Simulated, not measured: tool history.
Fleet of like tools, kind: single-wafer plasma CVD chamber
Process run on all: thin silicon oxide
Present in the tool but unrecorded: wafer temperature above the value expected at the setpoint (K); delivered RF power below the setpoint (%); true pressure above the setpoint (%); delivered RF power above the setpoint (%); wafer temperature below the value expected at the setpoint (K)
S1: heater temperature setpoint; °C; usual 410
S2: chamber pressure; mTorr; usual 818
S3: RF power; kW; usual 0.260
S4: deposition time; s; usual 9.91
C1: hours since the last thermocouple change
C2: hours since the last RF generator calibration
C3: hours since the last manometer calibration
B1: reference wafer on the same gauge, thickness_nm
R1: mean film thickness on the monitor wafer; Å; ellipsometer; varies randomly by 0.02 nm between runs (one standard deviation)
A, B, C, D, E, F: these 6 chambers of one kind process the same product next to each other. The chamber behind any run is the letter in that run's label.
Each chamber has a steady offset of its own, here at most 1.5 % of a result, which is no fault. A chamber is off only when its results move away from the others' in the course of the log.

{"run": "1C", "hour": 6.6, "S1": 410, "S2": 818, "S3": 0.26, "S4": 9.91, "C1": 30.3, "C2": 732.8, "C3": 917.0, "B1": 18.7, "R1": 174.06}
{"run": "2D", "hour": 13.1, "S1": 410, "S2": 818, "S3": 0.26, "S4": 9.91, "C1": 984.6, "C2": 1123.5, "C3": 242.6, "B1": 18.695, "R1": 175.77}
{"run": "3A", "hour": 21.7, "S1": 410, "S2": 818, "S3": 0.26, "S4": 9.91, "C1": 873.1, "C2": 34.5, "C3": 1097.4, "B1": 18.696, "R1": 174.16}
{"run": "4E", "hour": 27.9, "S1": 410, "S2": 818, "S3": 0.26, "S4": 9.91, "C1": 156.9, "C2": 1099.0, "C3": 105.3, "B1": 18.696, "R1": 173.48}
{"run": "5B", "hour": 33.5, "S1": 410, "S2": 818, "S3": 0.26, "S4": 9.91, "C1": 2068.1, "C2": 2125.6, "C3": 689.5, "B1": 18.688, "R1": 174.4}
{"run": "6F", "hour": 42.1, "S1": 410, "S2": 818, "S3": 0.26, "S4": 9.2, "C1": 257.0, "C2": 273.7, "C3": 1281.0, "B1": 18.687, "R1": 161.26}
{"run": "7E", "hour": 48.2, "S1": 410, "S2": 818, "S3": 0.26, "S4": 9.2, "C1": 177.2, "C2": 1119.3, "C3": 125.6, "B1": 18.691, "R1": 160.82}
{"run": "8C", "hour": 56.7, "S1": 410, "S2": 818, "S3": 0.26, "S4": 9.2, "C1": 80.4, "C2": 782.9, "C3": 967.1, "B1": 18.681, "R1": 161.35}
{"run": "9D", "hour": 63.3, "S1": 410, "S2": 818, "S3": 0.26, "S4": 9.2, "C1": 1034.8, "C2": 1173.7, "C3": 292.8, "B1": 18.681, "R1": 162.98}
{"run": "10B", "hour": 68.8, "S1": 410, "S2": 818, "S3": 0.26, "S4": 9.2, "C1": 2103.4, "C2": 2160.9, "C3": 724.8, "B1": 18.677, "R1": 162.1}
{"run": "11F", "hour": 74.1, "S1": 410, "S2": 818, "S3": 0.26, "S4": 9.2, "C1": 289.0, "C2": 305.7, "C3": 1313.0, "B1": 18.681, "R1": 161.48}
{"run": "12A", "hour": 82.5, "S1": 410, "S2": 818, "S3": 0.26, "S4": 9.91, "C1": 933.9, "C2": 95.3, "C3": 1158.2, "B1": 18.678, "R1": 174.34}
{"run": "13E", "hour": 90.6, "S1": 410, "S2": 818, "S3": 0.26, "S4": 9.91, "C1": 219.6, "C2": 1161.7, "C3": 168.0, "B1": 18.677, "R1": 173.05}
{"run": "14A", "hour": 96.5, "S1": 410, "S2": 818, "S3": 0.26, "S4": 9.91, "C1": 947.9, "C2": 109.3, "C3": 1172.2, "B1": 18.675, "R1": 174.22}
{"run": "15C", "hour": 102.3, "S1": 410, "S2": 818, "S3": 0.26, "S4": 9.91, "C1": 126.0, "C2": 828.5, "C3": 1012.7, "B1": 18.676, "R1": 173.3}
{"run": "16F", "hour": 113.5, "S1": 410, "S2": 818, "S3": 0.26, "S4": 9.91, "C1": 328.4, "C2": 345.1, "C3": 1352.4, "B1": 18.677, "R1": 173.64}
{"run": "17B", "hour": 118.9, "S1": 410, "S2": 818, "S3": 0.26, "S4": 9.91, "C1": 2153.5, "C2": 2211.0, "C3": 774.9, "B1": 18.671, "R1": 174.34}
{"run": "18D", "hour": 125.2, "S1": 410, "S2": 818, "S3": 0.26, "S4": 9.91, "C1": 1096.7, "C2": 1235.6, "C3": 354.7, "B1": 18.667, "R1": 175.76}
{"run": "19C", "hour": 130.9, "S1": 410, "S2": 818, "S3": 0.26, "S4": 9.91, "C1": 154.6, "C2": 857.1, "C3": 1041.3, "B1": 18.664, "R1": 173.53}
{"run": "20D", "hour": 142.3, "S1": 410, "S2": 818, "S3": 0.26, "S4": 9.91, "C1": 1113.8, "C2": 1252.7, "C3": 371.8, "B1": 18.662, "R1": 175.3}
{"run": "21E", "hour": 152.2, "S1": 410, "S2": 818, "S3": 0.26, "S4": 9.91, "C1": 281.2, "C2": 1223.3, "C3": 229.6, "B1": 18.665, "R1": 172.68}
{"run": "22A", "hour": 161.5, "S1": 410, "S2": 818, "S3": 0.26, "S4": 9.91, "C1": 1012.9, "C2": 174.3, "C3": 1237.2, "B1": 18.659, "R1": 173.91}
{"run": "23F", "hour": 167.2, "S1": 410, "S2": 818, "S3": 0.26, "S4": 9.91, "C1": 382.1, "C2": 398.8, "C3": 1406.1, "B1": 18.651, "R1": 173.45}
{"run": "24B", "hour": 178.2, "S1": 410, "S2": 818, "S3": 0.26, "S4": 9.91, "C1": 2212.8, "C2": 2270.3, "C3": 834.2, "B1": 18.654, "R1": 174.06}
{"run": "25F", "hour": 188.7, "S1": 410, "S2": 818, "S3": 0.26, "S4": 9.91, "C1": 403.6, "C2": 420.3, "C3": 1427.6, "B1": 18.648, "R1": 173.54}
{"run": "26E", "hour": 198.7, "S1": 410, "S2": 818, "S3": 0.26, "S4": 9.91, "C1": 327.7, "C2": 1269.8, "C3": 276.1, "B1": 18.644, "R1": 172.72}
{"run": "27C", "hour": 208.7, "S1": 410, "S2": 818, "S3": 0.26, "S4": 9.91, "C1": 232.4, "C2": 934.9, "C3": 1119.1, "B1": 18.641, "R1": 173.42}
{"run": "28D", "hour": 218.6, "S1": 421, "S2": 818, "S3": 0.26, "S4": 9.91, "C1": 1190.1, "C2": 1329.0, "C3": 448.1, "B1": 18.639, "R1": 173.89}
{"hour": 221.1, "done": "chamber A: thermocouple changed; heater temperature recalibrated"}
{"run": "29A", "hour": 227.9, "S1": 421, "S2": 818, "S3": 0.26, "S4": 9.91, "C1": 6.9, "C2": 240.7, "C3": 1303.6, "B1": 18.642, "R1": 172.44}
{"run": "30B", "hour": 236.0, "S1": 421, "S2": 818, "S3": 0.26, "S4": 9.91, "C1": 2270.6, "C2": 2328.1, "C3": 892.0, "B1": 18.642, "R1": 172.62}
{"run": "31E", "hour": 244.7, "S1": 421, "S2": 818, "S3": 0.26, "S4": 9.91, "C1": 373.7, "C2": 1315.8, "C3": 322.1, "B1": 18.635, "R1": 171.4}
{"run": "32F", "hour": 252.2, "S1": 421, "S2": 818, "S3": 0.26, "S4": 9.91, "C1": 467.1, "C2": 483.8, "C3": 1491.1, "B1": 18.64, "R1": 172.04}
{"run": "33B", "hour": 260.2, "S1": 421, "S2": 818, "S3": 0.26, "S4": 9.91, "C1": 2294.8, "C2": 2352.3, "C3": 916.2, "B1": 18.634, "R1": 172.59}
{"run": "34A", "hour": 269.8, "S1": 410, "S2": 818, "S3": 0.26, "S4": 9.91, "C1": 48.8, "C2": 282.6, "C3": 1345.5, "B1": 18.629, "R1": 173.71}
{"run": "35D", "hour": 276.3, "S1": 410, "S2": 818, "S3": 0.26, "S4": 9.91, "C1": 1247.8, "C2": 1386.7, "C3": 505.8, "B1": 18.623, "R1": 175.32}
{"run": "36C", "hour": 281.7, "S1": 410, "S2": 692, "S3": 0.26, "S4": 10.83, "C1": 305.4, "C2": 1007.9, "C3": 1192.1, "B1": 18.63, "R1": 160.15}
{"run": "37B", "hour": 290.8, "S1": 410, "S2": 692, "S3": 0.26, "S4": 10.83, "C1": 2325.4, "C2": 2382.9, "C3": 946.8, "B1": 18.625, "R1": 161.28}
{"run": "38D", "hour": 299.4, "S1": 410, "S2": 692, "S3": 0.26, "S4": 10.83, "C1": 1270.9, "C2": 1409.8, "C3": 528.9, "B1": 18.627, "R1": 161.57}
{"run": "39A", "hour": 306.5, "S1": 410, "S2": 692, "S3": 0.26, "S4": 10.83, "C1": 85.5, "C2": 319.3, "C3": 1382.2, "B1": 18.618, "R1": 161.61}
{"run": "40C", "hour": 316.4, "S1": 410, "S2": 692, "S3": 0.26, "S4": 10.83, "C1": 340.1, "C2": 1042.6, "C3": 1226.8, "B1": 18.621, "R1": 160.19}
{"run": "41F", "hour": 321.9, "S1": 410, "S2": 692, "S3": 0.26, "S4": 10.83, "C1": 536.8, "C2": 553.5, "C3": 1560.8, "B1": 18.618, "R1": 160.87}
{"run": "42E", "hour": 327.3, "S1": 410, "S2": 818, "S3": 0.26, "S4": 9.91, "C1": 456.3, "C2": 1398.4, "C3": 404.7, "B1": 18.619, "R1": 172.67}

All 6 chambers run these settings next. Forecast each chamber's results:
{"run": "43A", "hour": 335.5, "S1": 410, "S2": 818, "S3": 0.24, "S4": 9.91, "R1": "?"}
{"run": "43B", "hour": 335.5, "S1": 410, "S2": 818, "S3": 0.24, "S4": 9.91, "R1": "?"}
{"run": "43C", "hour": 335.5, "S1": 410, "S2": 818, "S3": 0.24, "S4": 9.91, "R1": "?"}
{"run": "43D", "hour": 335.5, "S1": 410, "S2": 818, "S3": 0.24, "S4": 9.91, "R1": "?"}
{"run": "43E", "hour": 335.5, "S1": 410, "S2": 818, "S3": 0.24, "S4": 9.91, "R1": "?"}
{"run": "43F", "hour": 335.5, "S1": 410, "S2": 818, "S3": 0.24, "S4": 9.91, "R1": "?"}

run=43A R1=167.23
run=43B R1=167.50
run=43C R1=166.61
run=43D R1=169.18
run=43E R1=165.98
run=43F R1=166.91
